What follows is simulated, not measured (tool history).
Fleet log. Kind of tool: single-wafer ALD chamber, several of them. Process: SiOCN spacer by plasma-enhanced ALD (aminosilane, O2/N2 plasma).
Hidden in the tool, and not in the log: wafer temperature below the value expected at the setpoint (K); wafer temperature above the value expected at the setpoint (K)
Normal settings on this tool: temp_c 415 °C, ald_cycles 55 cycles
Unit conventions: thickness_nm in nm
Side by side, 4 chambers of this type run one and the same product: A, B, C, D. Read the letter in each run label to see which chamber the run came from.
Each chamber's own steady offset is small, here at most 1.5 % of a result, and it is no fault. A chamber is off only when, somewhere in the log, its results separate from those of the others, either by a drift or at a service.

| run | day | temp_c | ald_cycles | hours since the last thermocouple change | read-back reference wafer on the same gauge, thickness_nm | thickness_nm |
|---|---|---|---|---|---|---|
| 1C | 0.333 | 415 | 55 | 183.6 | 2.81 | 3.2109 |
| 2B | 0.775 | 415 | 55 | 1192.7 | 2.8092 | 3.1467 |
| 3D | 1.146 | 415 | 55 | 275.6 | 2.808 | 3.1738 |
| 4A | 1.404 | 415 | 55 | 302.7 | 2.8071 | 3.1699 |
| 5D | 1.871 | 425 | 51 | 293 | 2.8077 | 2.8514 |
| 6C | 2.288 | 425 | 51 | 230.5 | 2.8084 | 2.8931 |
| 7B | 2.692 | 425 | 51 | 1238.7 | 2.8061 | 2.8261 |
| 8A | 3.021 | 425 | 51 | 341.5 | 2.8058 | 2.8432 |
| 9D | 3.342 | 415 | 55 | 328.3 | 2.8055 | 3.1754 |
| 10B | 3.833 | 415 | 55 | 1266.1 | 2.8057 | 3.1465 |
| 11A | 4.167 | 415 | 55 | 369 | 2.8054 | 3.1706 |
| 12C | 4.758 | 415 | 55 | 289.8 | 2.8044 | 3.2066 |
| 13B | 5.258 | 415 | 55 | 1300.3 | 2.8036 | 3.1525 |
| 14D | 5.754 | 415 | 55 | 386.2 | 2.8034 | 3.1643 |
| 15C | 6.196 | 415 | 55 | 324.3 | 2.8016 | 3.201 |
| 16A | 6.638 | 415 | 55 | 428.3 | 2.8023 | 3.158 |
| 17B | 7.192 | 427 | 65 | 1346.7 | 2.8022 | 3.5718 |
| 18D | 7.525 | 427 | 65 | 428.7 | 2.8004 | 3.5999 |
| 19A | 8 | 427 | 65 | 461 | 2.8007 | 3.5926 |
| 20C | 8.446 | 427 | 65 | 378.3 | 2.7995 | 3.6327 |
| 21A | 9.008 | 415 | 55 | 485.2 | 2.7995 | 3.1606 |
| 22C | 9.458 | 415 | 55 | 402.6 | 2.7993 | 3.2087 |
| 23B | 10.029 | 415 | 55 | 1414.8 | 2.798 | 3.1392 |
| 24D | 10.342 | 415 | 55 | 496.3 | 2.7982 | 3.1604 |
| 25D | 10.7 | 415 | 55 | 504.9 | 2.7976 | 3.1583 |
| 26B | 11.229 | 415 | 55 | 1443.6 | 2.7957 | 3.1411 |
| 27A | 11.796 | 407 | 51 | 552.1 | 2.7959 | 2.9958 |
| 28C | 12.058 | 407 | 51 | 465 | 2.7956 | 3.0412 |

Next, all 4 chambers run the settings below, one line each with question marks for the results. What does each chamber give?
| 29A | 12.483 | 415 | 55 |  |  | ? |
| 29B | 12.483 | 415 | 55 |  |  | ? |
| 29C | 12.483 | 415 | 55 |  |  | ? |
| 29D | 12.483 | 415 | 55 |  |  | ? |

| run | thickness_nm |
|---|---|
| 29A | 3.1552 |
| 29B | 3.1351 |
| 29C | 3.1972 |
| 29D | 3.1605 |

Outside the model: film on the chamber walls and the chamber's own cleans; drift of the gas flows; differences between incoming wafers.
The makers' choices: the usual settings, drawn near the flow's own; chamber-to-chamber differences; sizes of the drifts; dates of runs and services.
